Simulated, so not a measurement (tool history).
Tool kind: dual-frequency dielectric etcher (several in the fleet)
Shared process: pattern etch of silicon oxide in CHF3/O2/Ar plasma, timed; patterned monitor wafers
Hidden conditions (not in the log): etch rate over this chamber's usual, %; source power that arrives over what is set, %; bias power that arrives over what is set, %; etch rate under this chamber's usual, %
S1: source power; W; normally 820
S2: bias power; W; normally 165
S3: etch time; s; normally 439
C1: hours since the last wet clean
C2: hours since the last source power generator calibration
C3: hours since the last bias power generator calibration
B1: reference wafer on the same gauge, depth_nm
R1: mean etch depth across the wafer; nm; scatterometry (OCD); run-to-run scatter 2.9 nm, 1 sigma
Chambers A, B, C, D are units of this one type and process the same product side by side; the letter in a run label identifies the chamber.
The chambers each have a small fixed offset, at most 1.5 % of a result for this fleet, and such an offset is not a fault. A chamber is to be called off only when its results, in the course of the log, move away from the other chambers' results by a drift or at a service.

run   hour   S1   S2   S3     C1      C2      C3      B1      R1
 1D    9.2  820  165  439  147.6  1234.9  1772.4  834.54  956.04
 2B   20.9  820  165  439  362.2   999.8   730.2  835.33  937.65
 3C   34.6  820  165  439  424.5   626.8  2445.6  835.77  947.99
 4A   44.7  820  165  439  101.9  1206.1  2916.1  835.22  960.85
 5A   52.4  820  165  439  109.6  1213.8  2923.8  835.38  953.45
 6B   58.6  820  165  439  399.9  1037.5   767.9   835.1   936.7
 7D   68.9  820  182  439  207.3  1294.6  1832.1  835.14   984.1
 8C   80.6  820  182  439  470.5   672.8  2491.6  834.89  973.01
 9D     87  820  182  439  225.4  1312.7  1850.2  834.27  982.79
10C   95.1  820  182  439    485   687.3  2506.1  834.85  978.94
11B  109.1  820  165  439  450.4    1088   818.4  834.37   946.9
12A  117.2  820  165  439  174.4  1278.6  2988.6  835.61  947.14
13C  127.7  820  165  439  517.6   719.9  2538.7  835.01   943.1
14D  135.8  820  165  439  274.2  1361.5    1899  834.79  955.13
15A    146  820  165  439  203.2  1307.4  3017.4  835.01   949.3
16B  156.3  820  165  439  497.6  1135.2   865.6   834.8  960.58
17B  162.8  820  165  439  504.1  1141.7   872.1  834.44  960.12
18A  173.9  820  165  439  231.1  1335.3  3045.3  834.47  956.13
     183.7  -- chamber C: wet clean of the chamber
19D  187.8  820  189  439  326.2  1413.5    1951  835.53  995.78
20C  198.2  820  189  439   14.5   790.4  2609.2  835.16  984.81
21B    210  820  189  439  551.3  1188.9   919.3  835.39  1010.2
22D  222.4  820  189  439  360.8  1448.1  1985.6  834.91   996.8
23C  231.4  820  165  439   47.7   823.6  2642.4  835.01  943.99
24A  244.7  820  165  439  301.9  1406.1  3116.1   835.1  955.28
25D  258.9  690  203  439  397.3  1484.6  2022.1  834.87  952.19
26C  272.9  690  203  439   89.2   865.1  2683.9  834.41  950.42
27B  285.7  690  203  439    627  1264.6     995  835.17  985.38

Which is it: a chamber that has drifted or been left off by a service, a gauge drift common to all chambers, or only each chamber's usual small offset? If a chamber is off, name it and its likeliest cause.

Little by little, chamber B moves away from the other chambers.
Likeliest cause: etch rate over this chamber's usual, % = 4.45.

Chamber B could run next with any of the 4 candidate recipes listed below; each alters the usual settings, and their results appear as question marks. Which one brings its results back in line with what the other chambers deliver on the usual settings?
A result is in line if it is within this distance of the other chambers' mean on the usual settings: R1 10 nm
28B-1  295.9  820  165  453                   ?
28B-2  295.9  820  165  434                   ?
28B-3  295.9  820  165  444                   ?
28B-4  295.9  820  164  426                   ?

What the other chambers average on the usual settings: R1 950.53 nm
  run      R1
28B-1  1010.4
28B-2  968.03
28B-3  990.33
28B-4  948.32
28B-4 brings the chamber back in line.
